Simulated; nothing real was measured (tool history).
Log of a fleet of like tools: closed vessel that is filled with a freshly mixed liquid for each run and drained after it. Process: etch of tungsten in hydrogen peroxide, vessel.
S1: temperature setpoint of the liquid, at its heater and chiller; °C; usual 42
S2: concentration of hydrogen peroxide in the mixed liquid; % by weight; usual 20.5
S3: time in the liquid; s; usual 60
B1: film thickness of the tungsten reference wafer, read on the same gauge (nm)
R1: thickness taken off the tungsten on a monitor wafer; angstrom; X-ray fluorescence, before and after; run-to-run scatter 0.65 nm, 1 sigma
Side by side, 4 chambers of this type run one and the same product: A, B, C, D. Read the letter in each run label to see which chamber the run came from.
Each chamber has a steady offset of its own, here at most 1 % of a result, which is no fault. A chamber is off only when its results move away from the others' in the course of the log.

run    day  S1    S2  S3      B1      R1
 1B  0.225  42  20.5  60  129.99  921.03
 2C  0.392  42  20.5  60  129.99  926.59
 3D  0.525  42  20.5  60     130  931.81
 4A  0.742  42  20.5  60  129.99  946.24
 5B  0.879  42    26  60  130.01  1045.9
 6A    1.1  42    26  60  129.98  1050.7
 7C  1.308  42    26  60  130.03  1042.1
 8D  1.479  42    26  60  129.96  1045.8
 9A  1.658  42  20.5  60  129.99  925.85
     1.758  -- chamber A: peroxide flow meter replaced
10B  1.879  42  20.5  60  130.02  927.42
11C  1.992  42  20.5  60  129.99  921.42
12D  2.133  42  20.5  75  129.96  1144.6
13C  2.325  42  20.5  75  130.03  1152.1
14B  2.462  42  20.5  75  129.98  1160.5
15A  2.696  42  20.5  75  130.02  1164.4
     2.717  -- chamber D: new drum of peroxide connected
16D  2.929  42  20.5  60  130.03  915.58
17A  3.071  42  20.5  60  129.99  937.35
     3.096  -- chamber B: peroxide flow meter replaced
18D  3.258  42  20.5  60     130   922.6
19B  3.371  42  20.5  60  129.98  941.42
20C  3.508  42  20.5  60  129.99  932.11
21C  3.667  42  20.5  60     130  933.68
22D  3.817  42  20.5  60  130.03  919.65
23B  4.033  42  20.5  60  129.99  922.85
24A  4.233  42  20.5  60     130   944.8
25C  4.362  42  20.5  60     130  928.12
26B  4.592  42  20.5  60     130  927.33
     4.696  -- chamber C: new drum of peroxide connected
27D  4.696  42  20.5  60  130.03  930.59
28A  4.858  42  20.5  60  130.01  932.49
29D  4.988  42  20.5  60  129.99  918.12
30C  5.108  42  20.5  60  130.01  916.18
31B  5.342  42  20.5  60  129.99  917.12
32A  5.525  51  20.5  60  130.01  1640.9
33C   5.75  51  20.5  60  129.99  1647.2
34A  5.867  51  20.5  60     130  1643.3
35B  6.092  51  20.5  60  130.02  1625.4
36D  6.267  42  20.5  60  130.03  925.31
37D  6.446  42  22.5  90  130.02  1434.8
     6.554  -- chamber C: peroxide flow meter replaced
38C  6.583  42  22.5  90     130  1456.4
39A  6.762  42  22.5  90  129.99  1470.4
40B  6.896  42  22.5  90  129.99  1453.8
41B  7.067  42  20.5  60  130.01  922.49
42A  7.204  42  20.5  60  130.01  935.44
43C    7.4  42  20.5  60     130  926.79
44D  7.596  42  20.5  60  129.99  924.46

Is one chamber off against the others, does the gauge drift, or is nothing wrong? If a chamber is off, say which, and what the likeliest cause is.

Beyond each chamber's small constant offset nothing stands out, and the gauge stays steady.
